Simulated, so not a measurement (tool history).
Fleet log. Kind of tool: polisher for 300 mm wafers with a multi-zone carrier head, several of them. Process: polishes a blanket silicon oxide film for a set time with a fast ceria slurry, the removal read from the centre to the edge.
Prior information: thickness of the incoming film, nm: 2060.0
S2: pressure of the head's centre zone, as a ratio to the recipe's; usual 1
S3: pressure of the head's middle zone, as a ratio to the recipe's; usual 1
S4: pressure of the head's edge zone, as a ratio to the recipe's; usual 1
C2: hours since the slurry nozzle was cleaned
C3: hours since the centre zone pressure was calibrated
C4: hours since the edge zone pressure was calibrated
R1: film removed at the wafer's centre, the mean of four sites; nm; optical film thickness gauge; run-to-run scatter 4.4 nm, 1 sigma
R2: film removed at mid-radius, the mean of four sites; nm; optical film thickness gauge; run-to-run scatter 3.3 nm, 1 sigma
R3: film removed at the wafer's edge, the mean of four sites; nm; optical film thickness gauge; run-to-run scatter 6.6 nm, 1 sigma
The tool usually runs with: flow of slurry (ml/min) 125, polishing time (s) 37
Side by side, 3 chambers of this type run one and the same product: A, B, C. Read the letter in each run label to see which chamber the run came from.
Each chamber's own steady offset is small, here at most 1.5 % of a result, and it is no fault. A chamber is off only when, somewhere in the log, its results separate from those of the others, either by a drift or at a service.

At day 0.262: chamber A: worn pad replaced by a new one.
At day 0.283: chamber C: worn pad replaced by a new one.
Run 1B, day 0.321: usual settings; wafers polished on this pad 427; C2 954.3; C3 531.3; C4 738.3. Result: R1 449.7 nm, R2 447.85 nm, R3 442.62 nm.
Run 2A, day 0.871: usual settings; wafers polished on this pad 147; C2 203.1; C3 261; C4 663. Result: R1 443.92 nm, R2 440.92 nm, R3 450.01 nm.
Run 3C, day 1.35: usual settings; wafers polished on this pad 259; C2 348.9; C3 821.4; C4 386.6. Result: R1 452.5 nm, R2 452.13 nm, R3 442.8 nm.
Run 4C, day 1.688: usual settings; wafers polished on this pad 340; C2 357; C3 829.5; C4 394.7. Result: R1 447.48 nm, R2 445.38 nm, R3 440.55 nm.
At day 1.862: chamber B: slurry nozzle cleaned.
Run 5B, day 2: usual settings; wafers polished on this pad 834; C2 3.4; C3 571.6; C4 778.6. Result: R1 452.51 nm, R2 452.56 nm, R3 439.45 nm.
Run 6A, day 2.288: usual settings; wafers polished on this pad 491; C2 237.1; C3 295; C4 697. Result: R1 447.06 nm, R2 438.88 nm, R3 441.93 nm.
At day 2.442: chamber A: worn pad replaced by a new one.
Run 7B, day 2.746: usual settings; wafers polished on this pad 1014; C2 21.3; C3 589.5; C4 796.5. Result: R1 448.55 nm, R2 449.31 nm, R3 459.23 nm.
Run 8A, day 3.171: usual settings; wafers polished on this pad 176; C2 258.3; C3 316.2; C4 718.2. Result: R1 434.48 nm, R2 441.97 nm, R3 447 nm.
Run 9C, day 3.554: usual settings but flow of slurry (ml/min) 105, S2 0.93; wafers polished on this pad 793; C2 401.8; C3 874.3; C4 439.5. Result: R1 399.17 nm, R2 422.91 nm, R3 420.53 nm.
At day 3.796: chamber C: worn pad replaced by a new one.
Run 10C, day 4.125: usual settings but flow of slurry (ml/min) 105, S2 0.93; wafers polished on this pad 80; C2 415.5; C3 888; C4 453.2. Result: R1 391.03 nm, R2 431.73 nm, R3 428.29 nm.
At day 4.329: chamber C: slurry nozzle cleaned.
Run 11A, day 4.533: usual settings but flow of slurry (ml/min) 105, S2 0.93; wafers polished on this pad 506; C2 291; C3 348.9; C4 750.9. Result: R1 383.61 nm, R2 421.91 nm, R3 434.51 nm.
At day 4.817: chamber A: worn pad replaced by a new one.
Run 12B, day 4.879: usual settings; wafers polished on this pad 1531; C2 72.5; C3 640.7; C4 847.7. Result: R1 432.95 nm, R2 431.8 nm, R3 429.44 nm.
Run 13B, day 5.283: usual settings; wafers polished on this pad 1629; C2 82.2; C3 650.4; C4 857.4. Result: R1 430.27 nm, R2 433.48 nm, R3 430.51 nm.
Run 14C, day 5.733: usual settings; wafers polished on this pad 469; C2 33.7; C3 926.6; C4 491.8. Result: R1 454.92 nm, R2 448.85 nm, R3 442.02 nm.
Run 15A, day 6.054: usual settings but flow of slurry (ml/min) 160; wafers polished on this pad 299; C2 327.5; C3 385.4; C4 787.4. Result: R1 465.1 nm, R2 469.13 nm, R3 469.23 nm.
Run 16A, day 6.575: usual settings but flow of slurry (ml/min) 160; wafers polished on this pad 426; C2 340; C3 397.9; C4 799.9. Result: R1 470.61 nm, R2 460.59 nm, R3 460.78 nm.
At day 6.75: chamber C: worn pad replaced by a new one.
Run 17C, day 7.162: usual settings but flow of slurry (ml/min) 160; wafers polished on this pad 100; C2 68; C3 960.9; C4 526.1. Result: R1 468.02 nm, R2 473.77 nm, R3 456.34 nm.
At day 7.408: chamber A: worn pad replaced by a new one.
Run 18B, day 7.6: usual settings; wafers polished on this pad 2190; C2 137.8; C3 706; C4 913. Result: R1 423.25 nm, R2 407.94 nm, R3 424.85 nm.
Run 19A, day 8.079: usual settings but S3 1.06; wafers polished on this pad 162; C2 376.1; C3 434; C4 836. Result: R1 438.43 nm, R2 467.25 nm, R3 452.82 nm.
Run 20C, day 8.6: usual settings but S3 1.06; wafers polished on this pad 448; C2 102.5; C3 995.4; C4 560.6. Result: R1 449.49 nm, R2 475.56 nm, R3 454.91 nm.
Run 21B, day 8.942: usual settings but S3 1.06; wafers polished on this pad 2515; C2 170; C3 738.2; C4 945.2. Result: R1 404.16 nm, R2 419.05 nm, R3 404.51 nm.
At day 9.338: chamber C: centre zone pressure recalibrated.
Run 22C, day 9.45: usual settings; wafers polished on this pad 654; C2 122.9; C3 2.7; C4 581. Result: R1 452.44 nm, R2 442.83 nm, R3 431.78 nm.

Read the log: is a single chamber off, either drifting away or since a service, is the gauge that measures every chamber drifting, or is nothing wrong beyond small per-chamber offsets? Name any odd chamber and what most likely caused it.

One chamber, B, drifts off from the rest bit by bit.
Cause: removal rate lost through wear of the pad, % = 11.2.
It could be hard to tell apart here from: slurry flow missing at the pad, %.

Which of the 4 candidates below, each the usual settings with something changed and its results left as question marks, puts chamber B back in line with what the other chambers give on the usual settings?
Counts as in line when no further than this from what the other chambers average on the usual settings: R1 15 nm; R2 11 nm; R3 23 nm
Run 23B-1, day 9.875: usual settings but S4 0.99, polishing time (s) 33. Result: R1 ?, R2 ?, R3 ?.
Run 23B-2, day 9.875: usual settings but flow of slurry (ml/min) 130, S4 1.02, polishing time (s) 46. Result: R1 ?, R2 ?, R3 ?.
Run 23B-3, day 9.875: usual settings but flow of slurry (ml/min) 130, S3 1.01, polishing time (s) 41. Result: R1 ?, R2 ?, R3 ?.
Run 23B-4, day 9.875: usual settings but flow of slurry (ml/min) 120, S3 0.99, S4 0.99, polishing time (s) 30. Result: R1 ?, R2 ?, R3 ?.

The other chambers' mean on the usual settings: R1 444.46 nm; R2 444.06 nm; R3 443.58 nm
  run      R1      R2      R3
23B-1  356.32  353.27  350.43
23B-2  501.58  496.68  499.24
23B-3  447.09  446.71   440.3
23B-4  320.49   315.3  316.55
23B-3 puts the chamber back in line with the other chambers.
